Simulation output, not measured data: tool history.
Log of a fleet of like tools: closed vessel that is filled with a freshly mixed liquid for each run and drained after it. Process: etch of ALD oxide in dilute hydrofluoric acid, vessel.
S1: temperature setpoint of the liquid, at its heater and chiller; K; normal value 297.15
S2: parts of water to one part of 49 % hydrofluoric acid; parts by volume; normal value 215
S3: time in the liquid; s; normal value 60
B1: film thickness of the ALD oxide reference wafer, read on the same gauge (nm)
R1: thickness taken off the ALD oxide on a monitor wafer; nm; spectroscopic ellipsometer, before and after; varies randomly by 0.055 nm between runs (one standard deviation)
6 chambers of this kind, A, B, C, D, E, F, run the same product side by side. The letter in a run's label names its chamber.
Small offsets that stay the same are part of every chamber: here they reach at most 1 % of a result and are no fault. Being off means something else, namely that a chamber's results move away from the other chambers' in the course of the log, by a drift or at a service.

run,hour,S1,S2,S3,B1,R1
1B,6.3,297.15,215,60,109.98,8.0228
2F,11.6,297.15,215,60,109.99,8.032
3E,15.7,297.15,215,60,110,8.0101
4D,19.2,297.15,215,60,110.02,7.9151
5C,24.6,297.15,215,60,110,8.0037
6A,28.2,297.15,215,60,109.97,8.0061
7D,33.9,297.15,215,60,110.02,7.8426
8B,39.1,297.15,215,60,110,7.9863
# hour 41.9: chamber C: hydrofluoric acid flow meter replaced
9A,42.2,297.15,215,60,109.99,8.0534
# hour 44.1: chamber A: hydrofluoric acid flow meter replaced
10C,46.2,297.15,215,60,109.97,8.1064
11E,52.8,299.65,215,60,109.98,8.7828
12F,59.3,299.65,215,60,110,8.7461
13F,63.1,299.65,215,60,109.97,8.7887
14B,67.2,299.65,215,60,110.03,8.6969
15D,71.9,299.65,215,60,110,8.7308
16E,78.1,299.65,215,60,110,8.7304
17C,82.5,297.15,215,60,110,8.0449
18A,85.4,297.15,215,60,110,7.9528
19A,89.1,297.15,215,60,110.01,7.9762
20E,93.1,297.15,215,60,110.04,7.8834
21D,96.1,297.15,215,60,110,7.9491
22C,100.2,297.15,215,60,109.98,8.1528
23F,106.7,297.15,215,60,110,8.0092
24B,112.2,297.15,215,60,110,7.9575
25D,115.1,297.15,215,60,110.01,7.8529
26C,119.1,297.15,215,60,109.97,8.0629
27E,122.7,297.15,215,60,110,8.0083
28A,126.6,297.15,215,60,110.01,7.7836
29B,130.5,297.15,215,60,110.03,8.0322
# hour 132.3: chamber D: thermometer replaced
30F,135.8,293.65,215,80,110.01,9.3372
31F,140.4,293.65,215,80,110.02,9.3979
32D,145.9,293.65,215,80,109.98,9.4099
33C,152.4,293.65,215,80,109.99,9.4493
34A,158,293.65,215,80,110,8.7912
# hour 161.9: chamber E: hydrofluoric acid flow meter replaced
35E,163.1,293.65,215,80,110.01,9.3305
36B,166.4,297.15,215,60,110.02,7.9099
37A,172.8,297.15,215,60,110,7.4942
38D,178.8,297.15,215,60,110.03,7.9525
39E,181.9,297.15,215,60,109.98,7.9219
40F,187.2,297.15,215,60,110,8.0643
41C,192.8,297.15,215,60,109.96,8.0283
42B,198.5,297.15,215,60,110.01,7.9959
43F,203.2,297.15,215,60,109.99,8.0845

Next, all 6 chambers run the settings below, one line each with question marks for the results. What does each chamber give?
44A,207.9,295.15,215,60,,?
44B,207.9,295.15,215,60,,?
44C,207.9,295.15,215,60,,?
44D,207.9,295.15,215,60,,?
44E,207.9,295.15,215,60,,?
44F,207.9,295.15,215,60,,?

run,R1
44A,6.7308
44B,7.3835
44C,7.5298
44D,7.3789
44E,7.4388
44F,7.4408
